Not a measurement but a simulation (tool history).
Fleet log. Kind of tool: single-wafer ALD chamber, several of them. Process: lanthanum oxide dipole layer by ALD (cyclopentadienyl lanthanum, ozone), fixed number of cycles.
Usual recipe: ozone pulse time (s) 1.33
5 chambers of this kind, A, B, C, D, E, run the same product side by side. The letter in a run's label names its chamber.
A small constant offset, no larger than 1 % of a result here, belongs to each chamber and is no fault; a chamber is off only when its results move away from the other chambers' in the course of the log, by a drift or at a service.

run	day	ozone pulse time (s)	hours since the last thermocouple change	hours since the last ozone generator service	read-back reference wafer on the same gauge, thickness_nm	mean film thickness on the monitor wafer (Å)
1A	0.642	1.33	1741.3	880.4	0.46805	5.4001
2C	1.025	1.33	1027.4	486.6	0.46878	5.3443
3E	1.467	1.33	493.1	673.8	0.46865	5.3564
4B	1.875	1.33	865.4	960.2	0.46929	5.2976
5D	2.262	1.33	1915.5	313.1	0.46945	5.4294
6A	2.567	1.33	1787.5	926.6	0.46886	5.333
7E	2.9	1.33	527.5	708.2	0.46838	5.3543
8C	3.542	1.33	1087.8	547	0.4685	5.4222
9B	3.825	1.62	912.2	1007	0.4692	5.5196
# day 4.279: chamber E: ozone generator serviced
10D	4.325	1.62	1965	362.6	0.46887	5.537
11A	4.679	1.62	1838.2	977.3	0.46929	5.5166
12C	5.162	1.62	1126.7	585.9	0.46895	5.5536
13D	5.779	1.62	1999.9	397.5	0.46904	5.5852
14B	6.404	1.33	974.1	1068.9	0.46835	5.3075
15E	6.821	1.33	621.6	61.1	0.46918	5.3809
16A	7.108	1.33	1896.5	1035.6	0.46885	5.3708
# day 7.279: chamber B: ozone generator serviced
17D	7.617	1.33	2044	441.6	0.46865	5.3767
18C	8.096	1.33	1197.1	656.3	0.46925	5.3206
19E	8.438	1	660.4	99.9	0.46947	4.9485
20B	8.946	1	1035.1	40.1	0.46897	4.926
21A	9.5	1	1953.9	1093	0.46871	4.9416
22C	10.012	1	1243.1	702.3	0.46934	4.8557
23B	10.417	1	1070.4	75.4	0.46879	4.953
24E	10.971	1.33	721.2	160.7	0.46895	5.3771
25D	11.562	1.33	2138.7	536.3	0.46877	5.3902
26C	12.146	1.33	1294.3	753.5	0.46905	5.2255
# day 12.162: chamber D: thermocouple changed; heater temperature recalibrated
27B	12.754	1.74	1126.5	131.5	0.46883	5.5019
28E	13.304	1.74	777.2	216.7	0.46897	5.6243
# day 13.442: chamber A: ozone generator serviced
29A	13.754	1.74	2056	7.6	0.4684	5.5723
30D	14.354	1.74	52.7	603.3	0.46896	5.6467
31E	14.717	1.74	811.1	250.6	0.46865	5.6401
32D	15.312	1.33	75.7	626.3	0.46855	5.3827

Does one chamber stand apart from the rest, does the shared gauge drift, or is all well apart from small per-chamber offsets? Give the chamber and the most likely cause, where there is one.

It is chamber C that slowly wanders off from its peers.
Likeliest cause: ozone dose below that of a generator just serviced (%) = 15.4.

Below are 4 candidate recipes for chamber C's next run, each the usual settings with a change, their results shown as question marks. Which of them brings C's results back in line with what the other chambers give on the usual settings?
A result is in line if it is within this distance of the other chambers' mean on the usual settings: mean film thickness on the monitor wafer (Å) 0.095
33C-1	15.775	1.84				?
33C-2	15.775	1.16				?
33C-3	15.775	1.04				?
33C-4	15.775	1.5				?

Other chambers, usual settings, mean: mean film thickness on the monitor wafer (Å) 5.3594
run	mean film thickness on the monitor wafer (Å)
33C-1	5.5237
33C-2	4.9756
33C-3	4.7962
33C-4	5.3256
With 33C-4, the chamber falls back in line with the rest.
